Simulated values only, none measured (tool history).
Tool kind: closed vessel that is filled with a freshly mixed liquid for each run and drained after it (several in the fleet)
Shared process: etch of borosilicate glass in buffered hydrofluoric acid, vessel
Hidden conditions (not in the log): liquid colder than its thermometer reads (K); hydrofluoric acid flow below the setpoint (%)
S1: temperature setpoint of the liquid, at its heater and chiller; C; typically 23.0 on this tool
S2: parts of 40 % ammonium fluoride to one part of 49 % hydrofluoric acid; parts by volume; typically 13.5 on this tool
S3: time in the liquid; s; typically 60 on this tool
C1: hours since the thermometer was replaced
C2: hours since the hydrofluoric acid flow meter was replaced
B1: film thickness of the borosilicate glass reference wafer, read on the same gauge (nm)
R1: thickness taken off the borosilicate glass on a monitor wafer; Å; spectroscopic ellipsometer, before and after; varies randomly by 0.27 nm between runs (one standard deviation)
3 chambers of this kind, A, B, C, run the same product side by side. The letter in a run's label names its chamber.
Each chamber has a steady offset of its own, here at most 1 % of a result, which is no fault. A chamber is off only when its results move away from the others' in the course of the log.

run,hour,S1,S2,S3,C1,C2,B1,R1
1C,5.2,23.0,13.5,60,476.8,715.1,100.010,529.60
2B,9.1,23.0,13.5,60,1021.3,971.2,100.020,522.18
3A,17.0,23.0,13.5,60,1406.2,470.8,99.972,520.85
4C,21.2,23.0,13.5,60,492.8,731.1,100.010,527.64
5B,25.7,23.0,13.5,60,1037.9,987.8,99.989,526.67
6A,32.9,23.0,13.5,60,1422.1,486.7,99.978,522.25
7C,39.9,23.0,13.5,60,511.5,749.8,100.020,526.06
8B,46.2,20.0,13.5,60,1058.4,1008.3,99.991,446.75
9A,50.9,20.0,13.5,60,1440.1,504.7,99.984,444.20
10B,56.5,20.0,13.5,60,1068.7,1018.6,100.020,447.10
11A,61.2,23.0,13.5,60,1450.4,515.0,99.989,519.93
12C,66.3,21.0,13.5,60,537.9,776.2,100.000,473.04
13A,74.1,21.0,13.5,60,1463.3,527.9,99.981,467.41
14B,78.9,21.0,13.5,60,1091.1,1041.0,99.981,471.23
15C,85.7,23.0,13.5,60,557.3,795.6,99.997,525.07
16A,91.6,23.0,13.5,60,1480.8,545.4,100.000,520.82
17B,98.6,23.0,13.5,60,1110.8,1060.7,100.000,524.64
18C,103.0,23.0,13.5,60,574.6,812.9,100.010,528.31
19A,110.8,23.0,13.5,60,1500.0,564.6,99.999,516.48
20B,115.3,23.0,13.5,60,1127.5,1077.4,100.020,518.50
21C,122.9,23.0,13.5,60,594.5,832.8,99.995,526.10
22B,126.8,23.0,13.5,60,1139.0,1088.9,99.998,529.47
23C,133.9,23.0,13.5,60,605.5,843.8,99.995,528.54
24A,137.6,23.0,13.5,60,1526.8,591.4,100.000,514.77
25A,144.3,23.0,13.5,60,1533.5,598.1,100.000,510.87
26B,147.9,23.0,13.5,60,1160.1,1110.0,99.982,521.99
27C,154.9,25.5,13.5,60,626.5,864.8,100.000,596.88
28C,159.6,25.5,13.5,60,631.2,869.5,99.980,603.84
29A,167.3,25.5,13.5,60,1556.5,621.1,99.981,578.03
30B,175.1,23.0,13.5,60,1187.3,1137.2,100.010,524.53
31A,178.7,23.0,13.5,60,1567.9,632.5,100.010,504.03
32B,183.9,23.0,13.5,60,1196.1,1146.0,100.010,526.84
33C,190.8,23.0,13.5,60,662.4,900.7,100.010,528.07
34C,198.6,23.0,13.5,60,670.2,908.5,100.050,527.30
35A,204.0,23.0,13.5,60,1593.2,657.8,100.000,499.20
36B,211.1,19.0,13.5,40,1223.3,1173.2,100.020,281.48
37A,217.0,19.0,13.5,40,1606.2,670.8,100.000,263.75
38C,224.8,19.0,13.5,40,696.4,934.7,99.986,282.04
39B,230.7,23.0,13.5,60,1242.9,1192.8,99.979,525.54
40A,235.4,21.0,13.5,60,1624.6,689.2,100.000,438.73
41C,243.0,21.0,13.5,60,714.6,952.9,100.010,471.82
42B,250.8,21.0,13.5,60,1263.0,1212.9,100.010,473.58

All chambers now run identical settings, listed one chamber a line with results as question marks. What results will each chamber show?
43A,256.4,23.0,13.5,60,,,,?
43B,256.4,23.0,13.5,60,,,,?
43C,256.4,23.0,13.5,60,,,,?

run,R1
43A,482.91
43B,527.55
43C,525.70
